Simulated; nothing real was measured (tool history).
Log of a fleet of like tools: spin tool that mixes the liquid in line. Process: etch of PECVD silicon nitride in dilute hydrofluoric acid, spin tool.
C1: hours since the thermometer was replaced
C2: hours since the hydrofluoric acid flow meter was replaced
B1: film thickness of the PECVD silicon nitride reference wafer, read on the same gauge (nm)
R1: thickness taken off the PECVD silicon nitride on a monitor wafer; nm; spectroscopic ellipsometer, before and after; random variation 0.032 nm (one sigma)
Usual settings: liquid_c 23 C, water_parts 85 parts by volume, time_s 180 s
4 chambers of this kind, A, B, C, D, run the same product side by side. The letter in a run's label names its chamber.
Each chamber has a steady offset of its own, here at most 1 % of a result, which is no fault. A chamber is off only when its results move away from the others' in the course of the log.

run 1D hour=6.5 | liquid_c=23 water_parts=85 time_s=180 | C1=757.6 C2=757.9 | B1=129.99 | R1=3.7385
run 2C hour=12.2 | liquid_c=23 water_parts=85 time_s=180 | C1=1027.3 C2=18.9 | B1=130.03 | R1=3.6641
run 3B hour=21.0 | liquid_c=23 water_parts=85 time_s=180 | C1=323.0 C2=386.5 | B1=130.00 | R1=3.6513
run 4A hour=26.7 | liquid_c=23 water_parts=85 time_s=180 | C1=1138.5 C2=166.1 | B1=130.00 | R1=3.6930
run 5B hour=31.2 | liquid_c=23 water_parts=85 time_s=125 | C1=333.2 C2=396.7 | B1=130.03 | R1=2.5483
run 6C hour=40.5 | liquid_c=23 water_parts=85 time_s=125 | C1=1055.6 C2=47.2 | B1=129.98 | R1=2.5533
run 7A hour=48.1 | liquid_c=23 water_parts=85 time_s=125 | C1=1159.9 C2=187.5 | B1=130.01 | R1=2.5243
run 8D hour=56.3 | liquid_c=23 water_parts=85 time_s=125 | C1=807.4 C2=807.7 | B1=129.98 | R1=2.5167
run 9C hour=61.1 | liquid_c=23 water_parts=85 time_s=180 | C1=1076.2 C2=67.8 | B1=129.99 | R1=3.7282
run 10B hour=68.5 | liquid_c=23 water_parts=85 time_s=180 | C1=370.5 C2=434.0 | B1=129.99 | R1=3.6953
run 11A hour=74.6 | liquid_c=23 water_parts=85 time_s=180 | C1=1186.4 C2=214.0 | B1=129.94 | R1=3.6666
run 12D hour=83.6 | liquid_c=23 water_parts=65 time_s=80 | C1=834.7 C2=835.0 | B1=129.98 | R1=2.1557
run 13D hour=89.8 | liquid_c=23 water_parts=65 time_s=80 | C1=840.9 C2=841.2 | B1=129.98 | R1=2.2053
run 14A hour=94.3 | liquid_c=23 water_parts=65 time_s=80 | C1=1206.1 C2=233.7 | B1=130.01 | R1=2.1501
run 15C hour=101.2 | liquid_c=23 water_parts=65 time_s=80 | C1=1116.3 C2=107.9 | B1=129.98 | R1=2.1587
run 16B hour=105.5 | liquid_c=23 water_parts=85 time_s=180 | C1=407.5 C2=471.0 | B1=130.02 | R1=3.6834
run 17A hour=111.5 | liquid_c=23 water_parts=85 time_s=180 | C1=1223.3 C2=250.9 | B1=130.01 | R1=3.6711
run 18B hour=115.7 | liquid_c=23 water_parts=85 time_s=180 | C1=417.7 C2=481.2 | B1=129.99 | R1=3.6843
run 19C hour=122.1 | liquid_c=23 water_parts=65 time_s=120 | C1=1137.2 C2=128.8 | B1=130.03 | R1=3.2668
run 20D hour=130.0 | liquid_c=23 water_parts=65 time_s=120 | C1=881.1 C2=881.4 | B1=130.00 | R1=3.3481
run 21B hour=139.3 | liquid_c=23 water_parts=65 time_s=120 | C1=441.3 C2=504.8 | B1=129.98 | R1=3.1924
run 22C hour=146.3 | liquid_c=23 water_parts=65 time_s=120 | C1=1161.4 C2=153.0 | B1=130.02 | R1=3.2224
-- hour=149.3 chamber C: thermometer replaced
-- hour=152.0 chamber B: hydrofluoric acid flow meter replaced
run 23D hour=153.4 | liquid_c=23 water_parts=60 time_s=135 | C1=904.5 C2=904.8 | B1=129.98 | R1=4.1099
run 24A hour=160.8 | liquid_c=23 water_parts=60 time_s=135 | C1=1272.6 C2=300.2 | B1=130.00 | R1=3.9025
run 25A hour=165.0 | liquid_c=23 water_parts=60 time_s=135 | C1=1276.8 C2=304.4 | B1=130.00 | R1=3.9672
run 26B hour=173.5 | liquid_c=23 water_parts=60 time_s=135 | C1=475.5 C2=21.6 | B1=129.97 | R1=3.8282
run 27C hour=180.4 | liquid_c=23 water_parts=85 time_s=180 | C1=31.1 C2=187.1 | B1=130.03 | R1=3.6971
run 28D hour=184.6 | liquid_c=23 water_parts=85 time_s=180 | C1=935.7 C2=936.0 | B1=129.97 | R1=3.8816
run 29C hour=189.1 | liquid_c=23 water_parts=85 time_s=180 | C1=39.8 C2=195.8 | B1=129.97 | R1=3.6736
run 30B hour=198.0 | liquid_c=23 water_parts=85 time_s=180 | C1=500.0 C2=46.1 | B1=130.01 | R1=3.7128
run 31D hour=203.6 | liquid_c=23 water_parts=60 time_s=230 | C1=954.7 C2=955.0 | B1=130.04 | R1=7.1366

What goes on in this fleet: one chamber off, a drifting gauge, or nothing beyond the chambers' own small offsets? Name the chamber and the cause, if any.

Chamber D drifts away from the others.
Cause: hydrofluoric acid flow above the setpoint (%) = 8.37.
The log may not tell that from: liquid hotter than its thermometer reads (K).

Here are 4 candidates for chamber D's next run, each the usual settings with a change, their results left as question marks. Which one brings its results back in line with what the others give on the usual settings?
In line means no further than this from the other chambers' mean on the usual settings: R1 0.1100 nm
run 32D-1 hour=210.4 | liquid_c=23.0 water_parts=85 time_s=185 | R1=?
run 32D-2 hour=210.4 | liquid_c=22.5 water_parts=85 time_s=170 | R1=?
run 32D-3 hour=210.4 | liquid_c=23.0 water_parts=85 time_s=195 | R1=?
run 32D-4 hour=210.4 | liquid_c=23.0 water_parts=85 time_s=175 | R1=?

The other chambers' mean on the usual settings: R1 3.6810 nm
run=32D-1 R1=4.1293
run=32D-2 R1=3.6666
run=32D-3 R1=4.3525
run=32D-4 R1=3.9061
32D-2 brings the chamber back in line.
